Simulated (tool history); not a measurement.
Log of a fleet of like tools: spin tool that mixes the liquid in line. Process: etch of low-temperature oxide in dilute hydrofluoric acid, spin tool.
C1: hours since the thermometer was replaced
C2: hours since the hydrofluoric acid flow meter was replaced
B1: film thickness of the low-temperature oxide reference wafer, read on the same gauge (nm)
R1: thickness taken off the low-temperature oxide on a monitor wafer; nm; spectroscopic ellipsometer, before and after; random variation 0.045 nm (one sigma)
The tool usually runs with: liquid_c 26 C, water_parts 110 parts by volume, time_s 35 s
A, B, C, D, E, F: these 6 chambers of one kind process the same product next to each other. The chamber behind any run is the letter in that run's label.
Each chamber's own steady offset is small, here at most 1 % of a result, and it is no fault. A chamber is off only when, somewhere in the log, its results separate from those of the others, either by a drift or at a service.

run 1F day=0.467 | liquid_c=26 water_parts=110 time_s=35 | C1=2528.8 C2=142.9 | B1=59.996 | R1=4.8094
run 2B day=0.896 | liquid_c=26 water_parts=110 time_s=35 | C1=2326.7 C2=296.4 | B1=60.009 | R1=4.8380
run 3C day=1.350 | liquid_c=26 water_parts=110 time_s=35 | C1=1113.2 C2=1128.9 | B1=60.011 | R1=4.7958
run 4E day=1.596 | liquid_c=26 water_parts=110 time_s=35 | C1=2239.5 C2=240.7 | B1=59.988 | R1=4.7239
run 5A day=1.996 | liquid_c=26 water_parts=110 time_s=35 | C1=1119.0 C2=658.1 | B1=59.997 | R1=4.8867
run 6D day=2.454 | liquid_c=21 water_parts=110 time_s=55 | C1=825.3 C2=933.7 | B1=59.989 | R1=6.1970
run 7E day=2.825 | liquid_c=21 water_parts=110 time_s=55 | C1=2269.0 C2=270.2 | B1=59.976 | R1=6.2051
run 8A day=3.088 | liquid_c=21 water_parts=110 time_s=55 | C1=1145.2 C2=684.3 | B1=59.998 | R1=6.1455
run 9C day=3.517 | liquid_c=21 water_parts=110 time_s=55 | C1=1165.2 C2=1180.9 | B1=60.007 | R1=6.1034
run 10D day=4.029 | liquid_c=21 water_parts=110 time_s=55 | C1=863.1 C2=971.5 | B1=59.996 | R1=6.2598
run 11F day=4.400 | liquid_c=21 water_parts=110 time_s=55 | C1=2623.2 C2=237.3 | B1=59.987 | R1=6.3002
-- day=4.742 chamber A: hydrofluoric acid flow meter replaced
run 12B day=4.896 | liquid_c=26 water_parts=110 time_s=35 | C1=2422.7 C2=392.4 | B1=59.971 | R1=4.8084
run 13D day=5.304 | liquid_c=26 water_parts=110 time_s=35 | C1=893.7 C2=1002.1 | B1=59.997 | R1=4.7745
run 14E day=5.725 | liquid_c=26 water_parts=110 time_s=35 | C1=2338.6 C2=339.8 | B1=59.982 | R1=4.8279
run 15A day=6.100 | liquid_c=26 water_parts=110 time_s=35 | C1=1217.5 C2=32.7 | B1=59.998 | R1=4.8213
run 16C day=6.338 | liquid_c=26 water_parts=110 time_s=35 | C1=1232.9 C2=1248.6 | B1=60.012 | R1=4.8039
run 17F day=6.758 | liquid_c=26 water_parts=110 time_s=45 | C1=2679.8 C2=293.9 | B1=59.998 | R1=6.2737
run 18B day=7.050 | liquid_c=26 water_parts=110 time_s=45 | C1=2474.4 C2=444.1 | B1=60.000 | R1=6.1154
run 19B day=7.462 | liquid_c=26 water_parts=110 time_s=45 | C1=2484.3 C2=454.0 | B1=59.997 | R1=5.9235
run 20F day=7.729 | liquid_c=26 water_parts=110 time_s=45 | C1=2703.1 C2=317.2 | B1=60.005 | R1=6.1685
run 21C day=8.162 | liquid_c=26 water_parts=110 time_s=45 | C1=1276.7 C2=1292.4 | B1=59.992 | R1=6.0977
run 22E day=8.454 | liquid_c=26 water_parts=110 time_s=45 | C1=2404.1 C2=405.3 | B1=59.993 | R1=6.1766
-- day=8.679 chamber E: thermometer replaced
run 23D day=8.738 | liquid_c=26 water_parts=110 time_s=35 | C1=976.1 C2=1084.5 | B1=59.986 | R1=4.8798
run 24A day=9.146 | liquid_c=26 water_parts=110 time_s=35 | C1=1290.6 C2=105.8 | B1=60.001 | R1=4.7928
run 25F day=9.596 | liquid_c=26 water_parts=110 time_s=35 | C1=2747.9 C2=362.0 | B1=60.011 | R1=4.8642
run 26B day=9.921 | liquid_c=26 water_parts=110 time_s=35 | C1=2543.3 C2=513.0 | B1=60.010 | R1=4.5918
run 27A day=10.208 | liquid_c=26 water_parts=110 time_s=35 | C1=1316.1 C2=131.3 | B1=60.011 | R1=4.7731
run 28C day=10.546 | liquid_c=26 water_parts=110 time_s=35 | C1=1333.9 C2=1349.6 | B1=60.014 | R1=4.8382
run 29E day=11.058 | liquid_c=26 water_parts=110 time_s=35 | C1=57.2 C2=467.8 | B1=59.992 | R1=4.8332
-- day=11.358 chamber D: thermometer replaced
run 30D day=11.375 | liquid_c=26 water_parts=110 time_s=50 | C1=0.5 C2=1147.8 | B1=59.997 | R1=6.8902
run 31B day=11.808 | liquid_c=26 water_parts=110 time_s=50 | C1=2588.6 C2=558.3 | B1=60.006 | R1=6.4109
run 32A day=12.208 | liquid_c=26 water_parts=110 time_s=50 | C1=1364.1 C2=179.3 | B1=59.985 | R1=6.8807
run 33E day=12.554 | liquid_c=26 water_parts=110 time_s=50 | C1=93.1 C2=503.7 | B1=60.002 | R1=6.8762
run 34D day=13.033 | liquid_c=26 water_parts=110 time_s=50 | C1=40.3 C2=1187.6 | B1=59.996 | R1=7.0465
run 35C day=13.533 | liquid_c=26 water_parts=110 time_s=50 | C1=1405.6 C2=1421.3 | B1=60.002 | R1=6.8366
-- day=13.629 chamber F: thermometer replaced
run 36F day=13.792 | liquid_c=26 water_parts=110 time_s=35 | C1=3.9 C2=462.7 | B1=59.990 | R1=4.7544
run 37C day=14.042 | liquid_c=26 water_parts=110 time_s=35 | C1=1417.8 C2=1433.5 | B1=59.991 | R1=4.7877
run 38A day=14.396 | liquid_c=26 water_parts=150 time_s=15 | C1=1416.6 C2=231.8 | B1=60.000 | R1=1.4696
run 39D day=14.783 | liquid_c=26 water_parts=150 time_s=15 | C1=82.3 C2=1229.6 | B1=59.993 | R1=1.4439
run 40B day=15.167 | liquid_c=26 water_parts=150 time_s=15 | C1=2669.2 C2=638.9 | B1=60.006 | R1=1.2950

All 6 chambers run these settings next. Forecast each chamber's results:
run 41A day=15.546 | liquid_c=24 water_parts=110 time_s=35 | R1=?
run 41B day=15.546 | liquid_c=24 water_parts=110 time_s=35 | R1=?
run 41C day=15.546 | liquid_c=24 water_parts=110 time_s=35 | R1=?
run 41D day=15.546 | liquid_c=24 water_parts=110 time_s=35 | R1=?
run 41E day=15.546 | liquid_c=24 water_parts=110 time_s=35 | R1=?
run 41F day=15.546 | liquid_c=24 water_parts=110 time_s=35 | R1=?

run=41A R1=4.3694
run=41B R1=3.9910
run=41C R1=4.4010
run=41D R1=4.4827
run=41E R1=4.4519
run=41F R1=4.4179
